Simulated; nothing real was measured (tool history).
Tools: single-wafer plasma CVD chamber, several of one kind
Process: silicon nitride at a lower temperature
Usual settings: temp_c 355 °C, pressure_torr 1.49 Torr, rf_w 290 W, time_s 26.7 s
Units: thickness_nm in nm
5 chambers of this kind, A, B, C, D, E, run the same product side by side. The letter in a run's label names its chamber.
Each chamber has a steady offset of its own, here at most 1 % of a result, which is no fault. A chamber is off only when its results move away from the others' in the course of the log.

run   hour  temp_c  pressure_torr  rf_w  time_s  read-back reference wafer on the same gauge, thickness_nm  thickness_nm
 1A    8.2     355           1.49   290    26.7                                                     34.596        29.915
      12.9  -- chamber A: thermocouple changed; heater temperature recalibrated
 2D   18.0     355           1.49   290    26.7                                                     34.620        29.913
 3C   29.4     355           1.49   290    26.7                                                     34.622        29.947
 4E   37.3     355           1.49   290    26.7                                                     34.613        30.043
 5B   48.1     355           1.49   290    26.7                                                     34.630        29.855
 6D   59.9     355           1.49   290    26.7                                                     34.633        29.986
 7C   73.0     355           1.49   290    26.7                                                     34.647        29.947
 8A   80.9     355           1.49   290    26.7                                                     34.645        30.005
 9B   89.5     355           1.49   290    26.7                                                     34.632        29.870
10E  100.0     355           1.49   290    26.7                                                     34.658        30.039
11D  110.5     355           1.49   290    26.7                                                     34.659        29.778
     117.0  -- chamber C: thermocouple changed; heater temperature recalibrated
12C  117.5     355           1.24   290    28.4                                                     34.679        30.301
13B  126.5     355           1.24   290    28.4                                                     34.662        30.299
14E  135.3     355           1.24   290    28.4                                                     34.683        30.409
15A  144.9     355           1.24   290    28.4                                                     34.680        30.182
16C  156.9     355           1.24   290    28.4                                                     34.700        30.285
     165.7  -- chamber B: capacitance manometer re-zeroed and calibrated
17B  165.8     355           1.49   290    26.7                                                     34.706        29.913
18D  176.4     355           1.72   290    24.4                                                     34.723        28.485
19E  186.4     355           1.72   290    24.4                                                     34.710        28.518
20A  198.1     355           1.72   290    24.4                                                     34.722        28.626
21D  211.2     355           1.72   290    24.4                                                     34.726        28.529
22B  217.6     355           1.72   290    24.4                                                     34.719        28.504
23A  224.7     369           1.49   290    23.3                                                     34.724        26.037
24C  233.4     369           1.49   290    23.3                                                     34.742        26.064
25E  239.7     369           1.49   290    23.3                                                     34.728        26.194
26E  250.1     369           1.49   290    23.3                                                     34.751        26.157
27B  255.9     369           1.49   290    23.3                                                     34.748        25.909
28A  268.5     355           1.49   290    26.7                                                     34.752        30.010
29C  279.4     355           1.49   290    26.7                                                     34.761        30.100
30D  290.8     355           1.49   290    26.7                                                     34.771        29.991
31A  301.0     355           1.49   290    26.7                                                     34.775        30.015
32E  309.6     355           1.49   290    26.7                                                     34.773        30.190
33C  317.8     355           1.49   290    26.7                                                     34.795        30.017
34B  331.0     355           1.49   290    26.7                                                     34.794        30.035
     333.9  -- chamber E: capacitance manometer re-zeroed and calibrated
35D  343.5     364           1.49   235    26.7                                                     34.789        25.778
36B  354.9     364           1.49   235    26.7                                                     34.816        25.987
37E  365.4     364           1.49   235    26.7                                                     34.830        25.967
38D  376.3     364           1.49   235    26.7                                                     34.798        25.842
39C  385.8     364           1.49   235    26.7                                                     34.837        25.900
40A  394.3     355           1.49   290    26.7                                                     34.830        30.173
41E  407.0     355           1.49   290    26.7                                                     34.825        30.266
42A  417.4     341           1.49   290    31.6                                                     34.847        35.888

What goes on in this fleet: one chamber off, a drifting gauge, or nothing beyond the chambers' own small offsets? Name the chamber and the cause, if any.

The gauge drifts, so all chambers seem to drift together. No chamber is off.
Cause: gauge reads high (%) = 0.711.
